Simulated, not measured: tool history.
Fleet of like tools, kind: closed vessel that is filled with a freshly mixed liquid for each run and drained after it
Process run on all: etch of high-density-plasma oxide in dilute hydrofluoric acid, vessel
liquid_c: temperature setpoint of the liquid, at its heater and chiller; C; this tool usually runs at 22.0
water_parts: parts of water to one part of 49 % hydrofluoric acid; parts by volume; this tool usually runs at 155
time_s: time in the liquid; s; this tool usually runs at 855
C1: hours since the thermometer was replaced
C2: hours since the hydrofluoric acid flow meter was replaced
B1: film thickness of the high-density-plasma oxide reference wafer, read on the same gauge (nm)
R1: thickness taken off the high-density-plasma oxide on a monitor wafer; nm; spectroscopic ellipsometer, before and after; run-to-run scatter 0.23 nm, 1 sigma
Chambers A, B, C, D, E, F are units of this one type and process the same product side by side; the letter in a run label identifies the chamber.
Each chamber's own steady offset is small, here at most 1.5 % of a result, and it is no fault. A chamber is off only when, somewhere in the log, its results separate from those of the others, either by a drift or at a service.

{"run": "1D", "hour": 6.8, "liquid_c": 22.0, "water_parts": 155, "time_s": 855, "C1": 659.5, "C2": 1668.2, "B1": 140.0, "R1": 24.098}
{"hour": 20.3, "done": "chamber C: hydrofluoric acid flow meter replaced"}
{"run": "2F", "hour": 22.0, "liquid_c": 22.0, "water_parts": 155, "time_s": 855, "C1": 184.7, "C2": 1181.0, "B1": 139.98, "R1": 24.265}
{"run": "3B", "hour": 30.1, "liquid_c": 22.0, "water_parts": 155, "time_s": 855, "C1": 48.1, "C2": 306.6, "B1": 140.01, "R1": 23.865}
{"run": "4E", "hour": 40.2, "liquid_c": 22.0, "water_parts": 155, "time_s": 855, "C1": 300.2, "C2": 350.0, "B1": 140.0, "R1": 25.268}
{"run": "5A", "hour": 54.6, "liquid_c": 22.0, "water_parts": 155, "time_s": 855, "C1": 1881.7, "C2": 1201.7, "B1": 140.0, "R1": 24.559}
{"run": "6C", "hour": 62.9, "liquid_c": 22.0, "water_parts": 155, "time_s": 855, "C1": 310.8, "C2": 42.7, "B1": 140.01, "R1": 24.403}
{"run": "7E", "hour": 71.7, "liquid_c": 22.0, "water_parts": 155, "time_s": 855, "C1": 331.7, "C2": 381.5, "B1": 140.0, "R1": 24.583}
{"run": "8D", "hour": 83.8, "liquid_c": 18.0, "water_parts": 155, "time_s": 1285, "C1": 736.5, "C2": 1745.2, "B1": 139.99, "R1": 31.484}
{"run": "9F", "hour": 91.4, "liquid_c": 18.0, "water_parts": 155, "time_s": 1285, "C1": 254.1, "C2": 1250.4, "B1": 140.01, "R1": 31.182}
{"run": "10C", "hour": 106.4, "liquid_c": 18.0, "water_parts": 155, "time_s": 1285, "C1": 354.3, "C2": 86.2, "B1": 140.01, "R1": 31.026}
{"run": "11A", "hour": 116.7, "liquid_c": 18.0, "water_parts": 155, "time_s": 1285, "C1": 1943.8, "C2": 1263.8, "B1": 139.97, "R1": 31.601}
{"run": "12B", "hour": 124.1, "liquid_c": 18.0, "water_parts": 155, "time_s": 1285, "C1": 142.1, "C2": 400.6, "B1": 139.99, "R1": 31.155}
{"run": "13E", "hour": 134.5, "liquid_c": 18.0, "water_parts": 155, "time_s": 1285, "C1": 394.5, "C2": 444.3, "B1": 139.99, "R1": 31.988}
{"run": "14F", "hour": 142.5, "liquid_c": 19.5, "water_parts": 205, "time_s": 855, "C1": 305.2, "C2": 1301.5, "B1": 140.02, "R1": 15.78}
{"run": "15D", "hour": 153.5, "liquid_c": 19.5, "water_parts": 205, "time_s": 855, "C1": 806.2, "C2": 1814.9, "B1": 140.01, "R1": 15.994}
{"run": "16B", "hour": 168.0, "liquid_c": 19.5, "water_parts": 205, "time_s": 855, "C1": 186.0, "C2": 444.5, "B1": 140.01, "R1": 15.794}
{"hour": 172.1, "done": "chamber F: hydrofluoric acid flow meter replaced"}
{"run": "17A", "hour": 183.2, "liquid_c": 19.5, "water_parts": 205, "time_s": 855, "C1": 2010.3, "C2": 1330.3, "B1": 140.0, "R1": 16.056}
{"run": "18C", "hour": 191.4, "liquid_c": 19.5, "water_parts": 205, "time_s": 855, "C1": 439.3, "C2": 171.2, "B1": 140.02, "R1": 15.679}
{"run": "19C", "hour": 200.3, "liquid_c": 19.5, "water_parts": 205, "time_s": 855, "C1": 448.2, "C2": 180.1, "B1": 139.99, "R1": 15.809}
{"run": "20A", "hour": 210.8, "liquid_c": 22.0, "water_parts": 155, "time_s": 855, "C1": 2037.9, "C2": 1357.9, "B1": 140.0, "R1": 24.497}
{"hour": 212.8, "done": "chamber D: hydrofluoric acid flow meter replaced"}
{"run": "21F", "hour": 218.7, "liquid_c": 22.0, "water_parts": 155, "time_s": 855, "C1": 381.4, "C2": 46.6, "B1": 140.03, "R1": 24.484}
{"run": "22D", "hour": 226.3, "liquid_c": 18.5, "water_parts": 105, "time_s": 855, "C1": 879.0, "C2": 13.6, "B1": 140.01, "R1": 32.714}
{"run": "23B", "hour": 236.6, "liquid_c": 18.5, "water_parts": 105, "time_s": 855, "C1": 254.6, "C2": 513.1, "B1": 140.0, "R1": 32.672}
{"hour": 241.8, "done": "chamber A: thermometer replaced"}
{"run": "24E", "hour": 247.4, "liquid_c": 18.5, "water_parts": 105, "time_s": 855, "C1": 507.4, "C2": 557.2, "B1": 140.01, "R1": 34.536}
{"run": "25F", "hour": 261.7, "liquid_c": 18.5, "water_parts": 105, "time_s": 855, "C1": 424.4, "C2": 89.6, "B1": 140.0, "R1": 32.935}
{"hour": 273.0, "done": "chamber C: thermometer replaced"}
{"run": "26D", "hour": 277.2, "liquid_c": 18.5, "water_parts": 105, "time_s": 855, "C1": 929.9, "C2": 64.5, "B1": 140.03, "R1": 32.615}
{"run": "27E", "hour": 290.8, "liquid_c": 18.5, "water_parts": 105, "time_s": 855, "C1": 550.8, "C2": 600.6, "B1": 140.02, "R1": 34.872}
{"run": "28A", "hour": 297.6, "liquid_c": 22.0, "water_parts": 155, "time_s": 855, "C1": 55.9, "C2": 1444.7, "B1": 139.98, "R1": 24.425}
{"run": "29B", "hour": 312.3, "liquid_c": 22.0, "water_parts": 155, "time_s": 855, "C1": 330.3, "C2": 588.8, "B1": 140.0, "R1": 24.151}
{"run": "30C", "hour": 325.0, "liquid_c": 22.0, "water_parts": 155, "time_s": 855, "C1": 52.0, "C2": 304.8, "B1": 139.99, "R1": 24.423}
{"run": "31C", "hour": 333.6, "liquid_c": 22.0, "water_parts": 155, "time_s": 855, "C1": 60.6, "C2": 313.4, "B1": 139.99, "R1": 24.334}
{"run": "32B", "hour": 347.5, "liquid_c": 22.0, "water_parts": 155, "time_s": 855, "C1": 365.5, "C2": 624.0, "B1": 140.0, "R1": 24.577}
{"run": "33D", "hour": 357.0, "liquid_c": 22.0, "water_parts": 155, "time_s": 855, "C1": 1009.7, "C2": 144.3, "B1": 140.0, "R1": 24.247}
{"run": "34E", "hour": 368.6, "liquid_c": 22.0, "water_parts": 155, "time_s": 855, "C1": 628.6, "C2": 678.4, "B1": 140.01, "R1": 26.523}
{"run": "35F", "hour": 382.5, "liquid_c": 22.0, "water_parts": 155, "time_s": 855, "C1": 545.2, "C2": 210.4, "B1": 139.97, "R1": 24.473}
{"run": "36A", "hour": 394.5, "liquid_c": 22.0, "water_parts": 155, "time_s": 855, "C1": 152.8, "C2": 1541.6, "B1": 140.0, "R1": 24.076}
{"run": "37C", "hour": 402.3, "liquid_c": 18.0, "water_parts": 155, "time_s": 855, "C1": 129.3, "C2": 382.1, "B1": 140.0, "R1": 20.26}
{"run": "38A", "hour": 416.6, "liquid_c": 18.0, "water_parts": 155, "time_s": 855, "C1": 174.9, "C2": 1563.7, "B1": 140.02, "R1": 20.283}
{"run": "39B", "hour": 425.4, "liquid_c": 18.0, "water_parts": 155, "time_s": 855, "C1": 443.4, "C2": 701.9, "B1": 140.0, "R1": 20.772}
{"run": "40F", "hour": 439.0, "liquid_c": 18.0, "water_parts": 155, "time_s": 855, "C1": 601.7, "C2": 266.9, "B1": 140.01, "R1": 20.726}
{"run": "41D", "hour": 446.8, "liquid_c": 18.0, "water_parts": 155, "time_s": 855, "C1": 1099.5, "C2": 234.1, "B1": 140.01, "R1": 20.996}
{"run": "42E", "hour": 455.5, "liquid_c": 18.0, "water_parts": 155, "time_s": 855, "C1": 715.5, "C2": 765.3, "B1": 140.02, "R1": 23.108}
{"run": "43F", "hour": 468.2, "liquid_c": 22.0, "water_parts": 155, "time_s": 855, "C1": 630.9, "C2": 296.1, "B1": 139.99, "R1": 24.201}

One chamber off, gauge drift, or nothing amiss beyond the chambers' own small offsets? If it is a chamber, which one, and what is the likeliest cause?

Little by little, chamber E moves away from the other chambers.
What lies behind it: hydrofluoric acid flow above the setpoint (%) = 7.43.
The log may not tell that from: liquid hotter than its thermometer reads (K).

Chamber E could run next with any of the 4 candidate recipes listed below; each alters the usual settings, and their results appear as question marks. Which one brings its results back in line with what the other chambers deliver on the usual settings?
A result is in line if it is within this distance of the other chambers' mean on the usual settings: R1 0.800 nm
{"run": "44E-1", "hour": 479.3, "liquid_c": 22.0, "water_parts": 150, "time_s": 900, "R1": "?"}
{"run": "44E-2", "hour": 479.3, "liquid_c": 22.0, "water_parts": 155, "time_s": 775, "R1": "?"}
{"run": "44E-3", "hour": 479.3, "liquid_c": 22.5, "water_parts": 140, "time_s": 940, "R1": "?"}
{"run": "44E-4", "hour": 479.3, "liquid_c": 21.5, "water_parts": 170, "time_s": 770, "R1": "?"}

The other chambers' mean on the usual settings: R1 24.390 nm
run=44E-1 R1=29.608
run=44E-2 R1=24.545
run=44E-3 R1=34.158
run=44E-4 R1=21.469
44E-2 is the one that brings the chamber's results back in line with the other chambers.

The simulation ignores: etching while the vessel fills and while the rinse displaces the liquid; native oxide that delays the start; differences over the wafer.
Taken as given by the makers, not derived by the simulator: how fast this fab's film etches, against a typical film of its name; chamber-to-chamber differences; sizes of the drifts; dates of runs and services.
